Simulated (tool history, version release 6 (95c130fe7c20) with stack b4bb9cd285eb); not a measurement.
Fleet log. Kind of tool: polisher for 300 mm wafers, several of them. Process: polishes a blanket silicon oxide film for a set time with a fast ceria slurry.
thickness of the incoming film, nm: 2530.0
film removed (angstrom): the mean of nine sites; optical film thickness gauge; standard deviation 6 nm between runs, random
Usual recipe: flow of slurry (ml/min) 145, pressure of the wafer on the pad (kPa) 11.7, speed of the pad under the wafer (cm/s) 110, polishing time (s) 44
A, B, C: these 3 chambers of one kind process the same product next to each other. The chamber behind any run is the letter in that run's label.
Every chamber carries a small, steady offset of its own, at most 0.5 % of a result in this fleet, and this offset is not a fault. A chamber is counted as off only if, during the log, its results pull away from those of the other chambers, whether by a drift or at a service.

run   hour  flow of slurry (ml/min)  pressure of the wafer on the pad (kPa)  speed of the pad under the wafer (cm/s)  polishing time (s)  film removed (angstrom)
 1B   12.5                      145                                    11.7                                      110                  44                   4943.8
      14.2  -- chamber C: slurry nozzle cleaned
 2C   22.9                      145                                    11.7                                      110                  44                   4861.9
      23.8  -- chamber A: worn pad replaced by a new one
 3A   34.4                      145                                    11.7                                      110                  44                   4963.3
 4A   40.6                      145                                    11.7                                      110                  44                   4868.3
      46.3  -- chamber B: worn pad replaced by a new one
 5C   48.6                      145                                    11.7                                      110                  44                   4956.5
 6B   59.6                      145                                    11.7                                      110                  44                   4888.5
 7A   67.1                      145                                    11.7                                      110                  44                   4917.5
 8C   73.4                      145                                    11.7                                      110                  44                   4948.1
 9B   79.6                      145                                    11.7                                      110                  44                   5020.9
      84.0  -- chamber A: worn pad replaced by a new one
10C   86.3                      165                                    11.7                                      110                  44                   5068.0
11B   94.3                      165                                    11.7                                      110                  44                   5054.7
      96.9  -- chamber B: worn pad replaced by a new one
12A  107.1                      165                                    11.7                                      110                  44                   5003.8
13B  113.3                      145                                    11.7                                      110                  44                   4944.4
14C  121.9                      145                                    11.7                                      110                  44                   4944.7
     122.8  -- chamber C: worn pad replaced by a new one
15A  128.5                      145                                    11.7                                      110                  44                   4905.6
16C  137.0                      145                                    11.7                                      110                  44                   4899.8
     146.3  -- chamber B: worn pad replaced by a new one
17B  149.8                      145                                    11.7                                      110                  44                   4865.5
     151.1  -- chamber A: worn pad replaced by a new one
18A  160.7                      145                                    11.7                                      110                  44                   4883.9
19B  168.9                      145                                    11.7                                      110                  44                   4805.4
20A  174.7                      145                                    11.7                                      110                  44                   5003.0
21C  181.4                      145                                     8.3                                      110                  58                   4631.3
22A  193.2                      145                                     8.3                                      110                  58                   4523.7
     196.6  -- chamber B: worn pad replaced by a new one
23B  204.1                      145                                     8.3                                      110                  58                   4381.7
24C  211.5                      145                                    11.7                                      110                  44                   4890.0
     214.8  -- chamber A: worn pad replaced by a new one
25C  220.3                      145                                    11.7                                      110                  44                   5050.1
26B  230.6                      145                                    11.7                                      110                  44                   4577.8
27A  236.8                      145                                    11.7                                      110                  44                   4897.7
28A  242.7                      125                                    11.7                                      110                  54                   5922.7
29C  253.8                      125                                    11.7                                      110                  54                   5767.1
     257.4  -- chamber B: worn pad replaced by a new one
30B  259.8                      125                                    11.7                                      110                  54                   5295.6
31A  269.5                      145                                    11.7                                      110                  44                   4818.3

Next, every chamber runs the same settings. What will each give?
32A  278.7                      145                                    11.7                                      110                  50                        ?
32B  278.7                      145                                    11.7                                      110                  50                        ?
32C  278.7                      145                                    11.7                                      110                  50                        ?

run  film removed (angstrom)
32A                   5644.2
32B                   5053.9
32C                   5566.4
